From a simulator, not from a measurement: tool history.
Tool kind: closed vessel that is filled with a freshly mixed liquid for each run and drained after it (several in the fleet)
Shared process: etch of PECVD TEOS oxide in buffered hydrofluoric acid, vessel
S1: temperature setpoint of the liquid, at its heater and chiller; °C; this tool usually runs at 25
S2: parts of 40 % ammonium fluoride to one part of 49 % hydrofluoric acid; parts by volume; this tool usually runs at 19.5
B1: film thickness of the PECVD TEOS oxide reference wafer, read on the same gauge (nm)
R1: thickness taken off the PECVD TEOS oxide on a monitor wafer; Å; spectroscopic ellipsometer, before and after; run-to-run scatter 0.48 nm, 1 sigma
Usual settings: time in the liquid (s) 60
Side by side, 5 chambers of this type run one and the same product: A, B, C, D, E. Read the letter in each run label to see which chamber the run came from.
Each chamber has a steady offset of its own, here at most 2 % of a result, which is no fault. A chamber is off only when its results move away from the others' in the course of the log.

run 1D hour=6.2 | S1=25 S2=19.5 time_in_the_liquid_(s)=60 | B1=70.021 | R1=555.39
run 2A hour=12.2 | S1=25 S2=19.5 time_in_the_liquid_(s)=60 | B1=69.980 | R1=546.94
run 3E hour=15.2 | S1=25 S2=19.5 time_in_the_liquid_(s)=60 | B1=70.024 | R1=555.91
run 4C hour=18.2 | S1=25 S2=19.5 time_in_the_liquid_(s)=60 | B1=69.984 | R1=562.14
run 5B hour=23.4 | S1=25 S2=19.5 time_in_the_liquid_(s)=60 | B1=69.971 | R1=556.81
run 6D hour=26.3 | S1=25 S2=19.5 time_in_the_liquid_(s)=60 | B1=70.039 | R1=551.18
run 7A hour=29.9 | S1=25 S2=19.5 time_in_the_liquid_(s)=60 | B1=69.986 | R1=548.71
run 8B hour=32.6 | S1=25 S2=19.5 time_in_the_liquid_(s)=60 | B1=70.013 | R1=552.05
run 9E hour=38.6 | S1=25 S2=19.5 time_in_the_liquid_(s)=60 | B1=70.013 | R1=548.00
run 10C hour=43.1 | S1=25 S2=19.5 time_in_the_liquid_(s)=60 | B1=70.030 | R1=567.58
run 11C hour=48.5 | S1=25 S2=19.5 time_in_the_liquid_(s)=60 | B1=70.012 | R1=561.15
run 12D hour=51.9 | S1=25 S2=19.5 time_in_the_liquid_(s)=60 | B1=70.012 | R1=557.38
run 13B hour=56.5 | S1=25 S2=19.5 time_in_the_liquid_(s)=60 | B1=70.029 | R1=557.15
run 14A hour=60.5 | S1=25 S2=19.5 time_in_the_liquid_(s)=60 | B1=70.018 | R1=544.79
run 15E hour=64.3 | S1=25 S2=19.5 time_in_the_liquid_(s)=60 | B1=69.981 | R1=550.60
run 16A hour=67.9 | S1=25 S2=19.5 time_in_the_liquid_(s)=60 | B1=70.010 | R1=547.88
run 17C hour=71.3 | S1=25 S2=19.5 time_in_the_liquid_(s)=60 | B1=69.977 | R1=556.47
run 18D hour=75.4 | S1=25 S2=19.5 time_in_the_liquid_(s)=60 | B1=70.030 | R1=560.04
run 19E hour=79.5 | S1=25 S2=19.5 time_in_the_liquid_(s)=60 | B1=70.012 | R1=547.27
run 20B hour=84.4 | S1=25 S2=19.5 time_in_the_liquid_(s)=40 | B1=70.045 | R1=370.55
run 21E hour=90.2 | S1=25 S2=19.5 time_in_the_liquid_(s)=40 | B1=69.997 | R1=366.95
run 22D hour=93.9 | S1=25 S2=19.5 time_in_the_liquid_(s)=40 | B1=70.007 | R1=370.99
run 23A hour=98.7 | S1=25 S2=19.5 time_in_the_liquid_(s)=40 | B1=69.983 | R1=367.91
run 24B hour=101.9 | S1=25 S2=19.5 time_in_the_liquid_(s)=40 | B1=70.000 | R1=373.96
run 25C hour=105.0 | S1=25 S2=19.5 time_in_the_liquid_(s)=60 | B1=69.965 | R1=541.58
run 26B hour=108.9 | S1=25 S2=19.5 time_in_the_liquid_(s)=60 | B1=70.023 | R1=559.92
run 27D hour=113.1 | S1=25 S2=19.5 time_in_the_liquid_(s)=60 | B1=69.997 | R1=560.79
-- hour=116.8 chamber D: thermometer replaced
run 28C hour=117.6 | S1=25 S2=19.5 time_in_the_liquid_(s)=60 | B1=70.006 | R1=526.13
run 29E hour=121.8 | S1=25 S2=19.5 time_in_the_liquid_(s)=60 | B1=70.001 | R1=550.94
run 30A hour=125.7 | S1=25 S2=22.5 time_in_the_liquid_(s)=35 | B1=69.987 | R1=281.61
run 31A hour=130.0 | S1=25 S2=22.5 time_in_the_liquid_(s)=35 | B1=69.993 | R1=285.46
run 32E hour=135.5 | S1=25 S2=22.5 time_in_the_liquid_(s)=35 | B1=70.021 | R1=290.92
run 33C hour=141.4 | S1=25 S2=22.5 time_in_the_liquid_(s)=35 | B1=69.999 | R1=267.97
run 34B hour=144.3 | S1=25 S2=22.5 time_in_the_liquid_(s)=35 | B1=70.010 | R1=298.02
run 35D hour=148.2 | S1=25 S2=19.5 time_in_the_liquid_(s)=60 | B1=69.981 | R1=555.65
run 36B hour=152.6 | S1=25 S2=19.5 time_in_the_liquid_(s)=60 | B1=69.981 | R1=554.13
run 37C hour=158.7 | S1=25 S2=19.5 time_in_the_liquid_(s)=60 | B1=69.997 | R1=506.54

Has any chamber moved away from the others, gradually or after a service, or does the common gauge drift, or do the chambers differ only by their own small steady offsets? State the chamber and the most likely cause if one applies.

Little by little, chamber C moves away from the other chambers.
Most likely cause: liquid colder than its thermometer reads (K) = 2.23.

Which of the 4 candidates below, each the usual settings with something changed and its results left as question marks, puts chamber C back in line with what the other chambers give on the usual settings?
Counts as in line when no further than this from what the other chambers average on the usual settings: R1 17.00 Å
run 38C-1 hour=163.2 | S1=25 S2=17.5 time_in_the_liquid_(s)=60 | R1=?
run 38C-2 hour=163.2 | S1=29 S2=19.5 time_in_the_liquid_(s)=60 | R1=?
run 38C-3 hour=163.2 | S1=25 S2=20.0 time_in_the_liquid_(s)=55 | R1=?
run 38C-4 hour=163.2 | S1=21 S2=19.5 time_in_the_liquid_(s)=60 | R1=?

The mean the other chambers reach with the usual settings: R1 554.09 Å
run=38C-1 R1=554.96
run=38C-2 R1=618.16
run=38C-3 R1=445.90
run=38C-4 R1=400.21
The right change is 38C-1: it brings the chamber back within the allowed miss of the others.
